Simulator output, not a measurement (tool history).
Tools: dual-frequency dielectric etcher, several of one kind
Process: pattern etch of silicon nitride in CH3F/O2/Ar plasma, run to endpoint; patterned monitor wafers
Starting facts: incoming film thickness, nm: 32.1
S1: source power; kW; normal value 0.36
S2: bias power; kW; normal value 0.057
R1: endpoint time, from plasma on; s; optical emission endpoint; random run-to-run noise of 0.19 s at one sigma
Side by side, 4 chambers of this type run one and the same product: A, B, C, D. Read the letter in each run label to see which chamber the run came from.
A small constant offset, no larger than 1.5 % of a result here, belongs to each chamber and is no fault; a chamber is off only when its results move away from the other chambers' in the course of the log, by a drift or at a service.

run,day,S1,S2,R1
# day 0.229: chamber D: wet clean of the chamber
1B,0.275,0.36,0.057,52.437
2D,0.525,0.36,0.057,52.562
3C,0.771,0.36,0.057,51.693
4A,1.225,0.36,0.057,52.695
5B,1.612,0.36,0.057,52.345
6C,2.083,0.36,0.057,52.073
# day 2.154: chamber B: wet clean of the chamber
7A,2.538,0.36,0.057,52.82
8D,2.996,0.36,0.057,52.22
9A,3.4,0.36,0.057,52.691
10D,3.658,0.36,0.057,52.671
11C,4.054,0.41,0.057,49.06
12B,4.325,0.41,0.057,49.34
13A,4.7,0.41,0.057,50.045
14B,5.079,0.41,0.057,49.441
15C,5.512,0.36,0.057,51.144
16D,5.8,0.36,0.057,52.452
17D,6.212,0.36,0.057,52.528
18A,6.425,0.36,0.057,52.847
19C,6.65,0.36,0.057,50.838
# day 6.892: chamber A: bias power generator calibrated
20B,7.079,0.36,0.057,52.085
21D,7.462,0.36,0.057,52.443
# day 7.529: chamber A: wet clean of the chamber
22B,7.762,0.36,0.057,52.04
23C,8.142,0.36,0.057,50.278
24A,8.404,0.36,0.057,52.794
25A,8.633,0.36,0.057,52.764

Predict what each chamber gives when all 4 of them run the settings below next.
26A,8.971,0.4,0.057,?
26B,8.971,0.4,0.057,?
26C,8.971,0.4,0.057,?
26D,8.971,0.4,0.057,?

run,R1
26A,50.705
26B,49.995
26C,48.106
26D,50.14

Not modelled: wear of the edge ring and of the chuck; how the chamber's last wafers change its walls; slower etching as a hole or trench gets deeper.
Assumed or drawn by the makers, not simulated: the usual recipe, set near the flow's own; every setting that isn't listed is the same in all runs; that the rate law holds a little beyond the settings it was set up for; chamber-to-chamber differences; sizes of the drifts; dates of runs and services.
